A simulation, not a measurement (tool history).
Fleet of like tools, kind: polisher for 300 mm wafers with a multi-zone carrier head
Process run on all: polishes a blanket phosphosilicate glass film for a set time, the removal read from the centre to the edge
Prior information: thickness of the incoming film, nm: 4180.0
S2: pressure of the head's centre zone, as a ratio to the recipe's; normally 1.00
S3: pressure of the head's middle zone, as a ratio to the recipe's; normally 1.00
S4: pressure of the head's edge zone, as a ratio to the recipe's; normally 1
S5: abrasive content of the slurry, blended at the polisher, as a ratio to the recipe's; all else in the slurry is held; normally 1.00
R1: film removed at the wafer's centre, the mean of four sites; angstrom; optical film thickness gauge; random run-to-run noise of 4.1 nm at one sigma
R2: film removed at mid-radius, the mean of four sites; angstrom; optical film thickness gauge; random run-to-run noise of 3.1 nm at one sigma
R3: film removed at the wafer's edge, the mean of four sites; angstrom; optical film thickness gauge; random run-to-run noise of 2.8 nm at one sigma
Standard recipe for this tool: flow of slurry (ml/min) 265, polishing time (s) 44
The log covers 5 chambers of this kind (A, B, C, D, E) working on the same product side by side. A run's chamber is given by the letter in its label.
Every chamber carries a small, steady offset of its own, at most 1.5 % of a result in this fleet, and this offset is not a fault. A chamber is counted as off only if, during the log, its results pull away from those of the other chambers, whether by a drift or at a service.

{"run": "1C", "hour": 9.5, "flow of slurry (ml/min)": 265, "S2": 1.0, "S3": 1.0, "S4": 1, "S5": 1.0, "polishing time (s)": 44, "R1": 2862.4, "R2": 2888.8, "R3": 2884.6}
{"hour": 10.3, "done": "chamber A: worn pad replaced by a new one"}
{"hour": 12.6, "done": "chamber A: centre zone pressure recalibrated"}
{"hour": 18.3, "done": "chamber C: worn pad replaced by a new one"}
{"run": "2B", "hour": 19.4, "flow of slurry (ml/min)": 265, "S2": 1.0, "S3": 1.0, "S4": 1, "S5": 1.0, "polishing time (s)": 44, "R1": 2899.5, "R2": 2910.6, "R3": 2874.6}
{"hour": 20.6, "done": "chamber B: worn pad replaced by a new one"}
{"run": "3A", "hour": 28.7, "flow of slurry (ml/min)": 265, "S2": 1.0, "S3": 1.0, "S4": 1, "S5": 1.0, "polishing time (s)": 44, "R1": 2901.5, "R2": 2887.1, "R3": 2902.5}
{"hour": 32.5, "done": "chamber D: worn pad replaced by a new one"}
{"run": "4D", "hour": 34.2, "flow of slurry (ml/min)": 265, "S2": 1.0, "S3": 1.0, "S4": 1, "S5": 1.0, "polishing time (s)": 44, "R1": 2814.4, "R2": 2898.7, "R3": 2861.5}
{"run": "5E", "hour": 40.8, "flow of slurry (ml/min)": 265, "S2": 1.0, "S3": 1.0, "S4": 1, "S5": 1.0, "polishing time (s)": 44, "R1": 2867.0, "R2": 2864.0, "R3": 2852.4}
{"run": "6B", "hour": 49.0, "flow of slurry (ml/min)": 265, "S2": 1.0, "S3": 1.0, "S4": 1, "S5": 1.0, "polishing time (s)": 44, "R1": 2895.1, "R2": 2921.6, "R3": 2865.3}
{"run": "7C", "hour": 58.4, "flow of slurry (ml/min)": 265, "S2": 1.0, "S3": 1.0, "S4": 1, "S5": 1.0, "polishing time (s)": 44, "R1": 2902.1, "R2": 2877.9, "R3": 2888.2}
{"run": "8D", "hour": 66.0, "flow of slurry (ml/min)": 265, "S2": 1.0, "S3": 1.0, "S4": 1, "S5": 1.0, "polishing time (s)": 44, "R1": 2843.9, "R2": 2904.2, "R3": 2856.4}
{"run": "9A", "hour": 71.6, "flow of slurry (ml/min)": 265, "S2": 1.0, "S3": 1.0, "S4": 1, "S5": 1.0, "polishing time (s)": 44, "R1": 2873.6, "R2": 2909.3, "R3": 2892.9}
{"hour": 73.8, "done": "chamber A: worn pad replaced by a new one"}
{"run": "10E", "hour": 80.9, "flow of slurry (ml/min)": 265, "S2": 0.95, "S3": 1.0, "S4": 1, "S5": 1.0, "polishing time (s)": 44, "R1": 2655.2, "R2": 2799.8, "R3": 2823.5}
{"run": "11E", "hour": 86.5, "flow of slurry (ml/min)": 265, "S2": 0.95, "S3": 1.0, "S4": 1, "S5": 1.0, "polishing time (s)": 44, "R1": 2709.0, "R2": 2835.0, "R3": 2816.9}
{"hour": 89.6, "done": "chamber E: worn pad replaced by a new one"}
{"run": "12D", "hour": 93.7, "flow of slurry (ml/min)": 265, "S2": 0.95, "S3": 1.0, "S4": 1, "S5": 1.0, "polishing time (s)": 44, "R1": 2774.3, "R2": 2921.6, "R3": 2913.4}
{"run": "13B", "hour": 99.9, "flow of slurry (ml/min)": 265, "S2": 0.95, "S3": 1.0, "S4": 1, "S5": 1.0, "polishing time (s)": 44, "R1": 2785.0, "R2": 2907.4, "R3": 2890.7}
{"run": "14C", "hour": 107.1, "flow of slurry (ml/min)": 265, "S2": 0.95, "S3": 1.0, "S4": 1, "S5": 1.0, "polishing time (s)": 44, "R1": 2674.2, "R2": 2891.8, "R3": 2904.8}
{"hour": 108.8, "done": "chamber B: worn pad replaced by a new one"}
{"run": "15A", "hour": 117.2, "flow of slurry (ml/min)": 265, "S2": 1.0, "S3": 1.0, "S4": 1, "S5": 1.0, "polishing time (s)": 44, "R1": 2913.6, "R2": 2835.1, "R3": 2906.6}
{"hour": 120.8, "done": "chamber D: worn pad replaced by a new one"}
{"hour": 124.3, "done": "chamber C: worn pad replaced by a new one"}
{"run": "16B", "hour": 125.9, "flow of slurry (ml/min)": 265, "S2": 1.0, "S3": 1.0, "S4": 1, "S5": 1.0, "polishing time (s)": 44, "R1": 2849.6, "R2": 2973.9, "R3": 2852.7}
{"run": "17A", "hour": 130.9, "flow of slurry (ml/min)": 265, "S2": 0.9, "S3": 1.0, "S4": 1, "S5": 1.0, "polishing time (s)": 39, "R1": 2283.6, "R2": 2560.6, "R3": 2551.5}
{"run": "18E", "hour": 137.1, "flow of slurry (ml/min)": 265, "S2": 0.9, "S3": 1.0, "S4": 1, "S5": 1.0, "polishing time (s)": 39, "R1": 2218.7, "R2": 2523.6, "R3": 2570.8}
{"run": "19D", "hour": 142.3, "flow of slurry (ml/min)": 265, "S2": 0.9, "S3": 1.0, "S4": 1, "S5": 1.0, "polishing time (s)": 39, "R1": 2169.2, "R2": 2577.0, "R3": 2546.5}
{"hour": 147.6, "done": "chamber A: worn pad replaced by a new one"}
{"run": "20C", "hour": 150.0, "flow of slurry (ml/min)": 265, "S2": 0.9, "S3": 1.0, "S4": 1, "S5": 1.0, "polishing time (s)": 39, "R1": 2311.0, "R2": 2566.0, "R3": 2552.2}
{"run": "21D", "hour": 155.1, "flow of slurry (ml/min)": 265, "S2": 0.9, "S3": 1.0, "S4": 1, "S5": 1.0, "polishing time (s)": 39, "R1": 2199.5, "R2": 2571.5, "R3": 2495.8}
{"run": "22A", "hour": 162.4, "flow of slurry (ml/min)": 265, "S2": 1.0, "S3": 1.0, "S4": 1, "S5": 1.0, "polishing time (s)": 44, "R1": 2921.4, "R2": 2851.4, "R3": 2888.3}
{"run": "23B", "hour": 167.2, "flow of slurry (ml/min)": 265, "S2": 1.0, "S3": 1.0, "S4": 1, "S5": 1.0, "polishing time (s)": 44, "R1": 2909.5, "R2": 2881.5, "R3": 2879.3}
{"hour": 168.4, "done": "chamber E: slurry nozzle cleaned"}
{"run": "24E", "hour": 172.2, "flow of slurry (ml/min)": 265, "S2": 1.0, "S3": 1.0, "S4": 1, "S5": 1.0, "polishing time (s)": 44, "R1": 2906.4, "R2": 2863.5, "R3": 2845.5}
{"run": "25C", "hour": 177.0, "flow of slurry (ml/min)": 265, "S2": 1.0, "S3": 1.0, "S4": 1, "S5": 1.0, "polishing time (s)": 44, "R1": 2836.9, "R2": 2867.5, "R3": 2887.5}
{"run": "26C", "hour": 182.2, "flow of slurry (ml/min)": 265, "S2": 1.0, "S3": 1.0, "S4": 1, "S5": 1.0, "polishing time (s)": 44, "R1": 2972.4, "R2": 2869.5, "R3": 2880.9}
{"hour": 188.4, "done": "chamber B: worn pad replaced by a new one"}
{"run": "27D", "hour": 189.3, "flow of slurry (ml/min)": 265, "S2": 1.0, "S3": 1.0, "S4": 1, "S5": 1.0, "polishing time (s)": 44, "R1": 2687.8, "R2": 2892.8, "R3": 2870.8}
{"hour": 193.3, "done": "chamber D: worn pad replaced by a new one"}
{"run": "28E", "hour": 195.5, "flow of slurry (ml/min)": 265, "S2": 1.0, "S3": 1.0, "S4": 1, "S5": 1.0, "polishing time (s)": 44, "R1": 2858.7, "R2": 2899.7, "R3": 2848.0}
{"run": "29A", "hour": 200.6, "flow of slurry (ml/min)": 265, "S2": 1.0, "S3": 1.0, "S4": 1, "S5": 1.0, "polishing time (s)": 44, "R1": 2900.6, "R2": 2883.8, "R3": 2897.8}
{"hour": 204.7, "done": "chamber E: worn pad replaced by a new one"}
{"hour": 208.0, "done": "chamber B: slurry nozzle cleaned"}
{"run": "30B", "hour": 209.6, "flow of slurry (ml/min)": 265, "S2": 1.0, "S3": 1.0, "S4": 1, "S5": 1.0, "polishing time (s)": 44, "R1": 2835.8, "R2": 2877.7, "R3": 2934.0}
{"run": "31A", "hour": 218.1, "flow of slurry (ml/min)": 265, "S2": 1.0, "S3": 1.0, "S4": 1, "S5": 1.0, "polishing time (s)": 44, "R1": 2932.5, "R2": 2878.8, "R3": 2868.9}
{"hour": 222.3, "done": "chamber C: worn pad replaced by a new one"}
{"run": "32B", "hour": 226.3, "flow of slurry (ml/min)": 265, "S2": 1.0, "S3": 0.95, "S4": 1, "S5": 1.0, "polishing time (s)": 44, "R1": 2882.8, "R2": 2761.2, "R3": 2860.1}
{"run": "33C", "hour": 232.3, "flow of slurry (ml/min)": 265, "S2": 1.0, "S3": 0.95, "S4": 1, "S5": 1.0, "polishing time (s)": 44, "R1": 2938.5, "R2": 2758.2, "R3": 2905.9}
{"run": "34E", "hour": 239.1, "flow of slurry (ml/min)": 265, "S2": 1.0, "S3": 0.95, "S4": 1, "S5": 1.0, "polishing time (s)": 44, "R1": 2872.0, "R2": 2792.8, "R3": 2873.6}
{"run": "35D", "hour": 245.9, "flow of slurry (ml/min)": 265, "S2": 1.0, "S3": 0.95, "S4": 1, "S5": 1.0, "polishing time (s)": 44, "R1": 2557.1, "R2": 2743.6, "R3": 2843.4}

The same settings go to every chamber for the next run, one line per chamber below. Forecast the results for each:
{"run": "36A", "hour": 253.4, "flow of slurry (ml/min)": 265, "S2": 1.0, "S3": 1.0, "S4": 1, "S5": 1.15, "polishing time (s)": 44, "R1": "?", "R2": "?", "R3": "?"}
{"run": "36B", "hour": 253.4, "flow of slurry (ml/min)": 265, "S2": 1.0, "S3": 1.0, "S4": 1, "S5": 1.15, "polishing time (s)": 44, "R1": "?", "R2": "?", "R3": "?"}
{"run": "36C", "hour": 253.4, "flow of slurry (ml/min)": 265, "S2": 1.0, "S3": 1.0, "S4": 1, "S5": 1.15, "polishing time (s)": 44, "R1": "?", "R2": "?", "R3": "?"}
{"run": "36D", "hour": 253.4, "flow of slurry (ml/min)": 265, "S2": 1.0, "S3": 1.0, "S4": 1, "S5": 1.15, "polishing time (s)": 44, "R1": "?", "R2": "?", "R3": "?"}
{"run": "36E", "hour": 253.4, "flow of slurry (ml/min)": 265, "S2": 1.0, "S3": 1.0, "S4": 1, "S5": 1.15, "polishing time (s)": 44, "R1": "?", "R2": "?", "R3": "?"}

run=36A R1=3052.5 R2=3069.2 R3=3056.7
run=36B R1=3016.1 R2=3047.5 R3=3056.0
run=36C R1=3122.7 R2=3079.0 R3=3019.6
run=36D R1=2780.2 R2=3089.6 R3=3010.8
run=36E R1=3074.0 R2=3051.0 R3=3055.2

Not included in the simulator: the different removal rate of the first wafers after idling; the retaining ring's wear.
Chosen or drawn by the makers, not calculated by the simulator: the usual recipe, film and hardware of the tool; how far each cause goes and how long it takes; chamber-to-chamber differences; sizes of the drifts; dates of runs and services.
